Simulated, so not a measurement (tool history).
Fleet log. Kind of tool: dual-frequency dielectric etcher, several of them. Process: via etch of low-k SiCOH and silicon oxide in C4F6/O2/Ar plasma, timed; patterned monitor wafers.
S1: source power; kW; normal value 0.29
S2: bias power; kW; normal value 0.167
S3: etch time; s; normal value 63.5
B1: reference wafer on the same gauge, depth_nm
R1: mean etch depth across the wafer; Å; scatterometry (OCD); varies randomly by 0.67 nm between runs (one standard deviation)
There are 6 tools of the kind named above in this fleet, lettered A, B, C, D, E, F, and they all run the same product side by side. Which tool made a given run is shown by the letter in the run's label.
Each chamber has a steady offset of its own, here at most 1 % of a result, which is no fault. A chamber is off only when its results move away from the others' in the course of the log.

run   hour    S1     S2    S3      B1      R1
 1F    3.3  0.29  0.167  63.5  158.96  1427.9
 2D    6.4  0.29  0.167  63.5   159.2  1424.7
 3B   11.9  0.29  0.167  63.5  159.08  1422.7
 4C   16.4  0.29  0.167  63.5  159.22  1428.9
 5A   20.2  0.29  0.131  63.5  159.15  1323.1
 6E   25.3  0.29  0.131  63.5  159.04  1325.8
 7E   29.6  0.29  0.131  63.5   159.2  1324.7
      34.8  -- chamber D: source power generator calibrated
 8B   34.9  0.29  0.131  63.5  159.07  1319.2
 9A   39.3  0.29  0.131  63.5  159.01  1331.8
      40.3  -- chamber C: wet clean of the chamber
10F     42  0.29  0.131  63.5  159.03  1321.1
11C   44.4  0.29  0.136  63.5  159.09  1335.6
12D   47.6  0.29  0.136  63.5  158.84  1333.1
13A     52  0.29  0.136  63.5  158.81  1335.9
14E   57.2  0.29  0.136  63.5  159.03  1340.8
15F     62  0.29  0.136  63.5  158.85  1324.3
      64.4  -- chamber E: wet clean of the chamber
16B   67.5  0.29  0.136  63.5  159.09  1321.8
17D   69.9  0.29  0.167  63.5     159    1421
18C   72.7  0.29  0.167  63.5  158.76  1417.3
19B   76.3  0.29  0.167  63.5   158.9  1408.9
20E   80.2  0.29  0.167  63.5  158.98  1434.7
21F   84.8  0.29  0.167  63.5  158.89  1424.5
      86.7  -- chamber A: wet clean of the chamber
22C     90  0.29  0.167  63.5  158.88  1413.4
23A   94.6  0.29  0.167  63.5  159.18  1490.2
24D     99  0.29  0.135  63.5  159.29  1331.7
25B  102.8  0.29  0.135  63.5  159.15  1327.3
26D  105.5  0.29  0.135  63.5  158.84  1332.8
27F    108  0.29  0.135  63.5  158.97  1326.6
28A  110.8  0.29  0.135  63.5  159.03  1394.3
29E  113.3  0.29  0.135  63.5  159.12  1333.3
30C  117.4  0.29  0.167  63.5  158.92  1423.2
31D  120.5  0.29  0.167  63.5  158.95  1429.1
32F  124.4  0.29  0.167  63.5     159  1410.4
33A  127.3  0.29  0.193  46.5  158.94  1152.2
34B  131.6  0.29  0.193  46.5  158.92  1089.7
35C  134.3  0.29  0.193  46.5  158.88  1084.4
36E  138.6  0.29  0.193  46.5  158.94  1096.7
37A  142.4  0.29  0.193  46.5  158.97    1147
38C  146.1  0.29  0.193  46.5  159.02  1093.7
39B  150.7  0.29  0.153  63.5  159.23  1368.7
40F  153.4  0.29  0.153  63.5  158.96  1373.3

The same settings go to every chamber for the next run, one line per chamber below. Forecast the results for each:
41A  157.4  0.29  0.167  55       ?
41B  157.4  0.29  0.167  55       ?
41C  157.4  0.29  0.167  55       ?
41D  157.4  0.29  0.167  55       ?
41E  157.4  0.29  0.167  55       ?
41F  157.4  0.29  0.167  55       ?

run      R1
41A  1285.1
41B    1226
41C  1225.5
41D  1239.8
41E  1232.7
41F  1222.9

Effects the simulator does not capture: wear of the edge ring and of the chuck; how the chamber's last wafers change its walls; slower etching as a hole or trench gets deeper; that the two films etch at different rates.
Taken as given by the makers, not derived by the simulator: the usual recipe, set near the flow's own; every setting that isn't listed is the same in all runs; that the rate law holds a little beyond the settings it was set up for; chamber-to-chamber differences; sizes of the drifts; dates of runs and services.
